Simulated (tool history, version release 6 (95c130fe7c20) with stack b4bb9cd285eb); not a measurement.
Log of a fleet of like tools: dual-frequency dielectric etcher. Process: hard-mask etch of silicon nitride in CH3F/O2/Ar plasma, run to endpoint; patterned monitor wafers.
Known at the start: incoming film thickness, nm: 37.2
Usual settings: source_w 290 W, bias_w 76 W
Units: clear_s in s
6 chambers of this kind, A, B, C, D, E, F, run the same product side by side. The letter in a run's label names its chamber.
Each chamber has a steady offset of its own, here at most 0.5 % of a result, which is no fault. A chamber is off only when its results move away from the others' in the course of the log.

run	hour	source_w	bias_w	clear_s
1D	7	290	76	59.38
2F	11.3	290	76	59.142
3B	17.3	290	76	59.229
4C	21.1	290	76	59.514
5A	27.5	290	76	59.294
6E	33.3	310	60	63.159
7B	36.9	310	60	63.286
8A	40.8	310	60	63.049
9E	47	310	60	63.184
10C	51.2	310	60	63.205
11D	54.7	310	60	62.782
12F	60.5	290	76	59.344
13E	66.6	290	76	59.82
14A	70.5	340	57	61.712
15F	76.3	340	57	61.807
16D	82.6	340	57	61.899
17C	86.2	340	57	61.657
18B	91.9	340	57	61.65
19E	99.3	340	57	61.811
20C	103.8	230	70	66.98
21B	111.1	230	70	66.823
22F	118.4	230	70	67.173
23A	124.1	230	70	66.876
24D	130.8	230	70	66.728
25A	135.8	230	70	67.021
26F	141.2	290	76	60.725
27B	145.1	290	76	59.689
28C	151.4	290	76	59.592
29D	158.4	360	59	59.385
# hour 161.3: chamber A: wet clean of the chamber
30E	164.8	360	59	59.338
31A	168.9	360	59	60.099
32F	176	360	59	61.76
33E	183	360	59	59.751
34D	190	360	59	59.809
35B	195.6	330	87	54.105
36C	199.7	330	87	54.134
37B	207.1	330	87	54.013
38C	212.8	330	87	53.874
39D	216.4	330	87	53.825
40A	219.8	330	87	53.919
41E	223.5	290	76	59.675

All 6 chambers run these settings next. Forecast each chamber's results:
42A	228.8	290	58	?
42B	228.8	290	58	?
42C	228.8	290	58	?
42D	228.8	290	58	?
42E	228.8	290	58	?
42F	228.8	290	58	?

run	clear_s
42A	65.515
42B	65.249
42C	65.144
42D	65.392
42E	65.258
42F	68.315
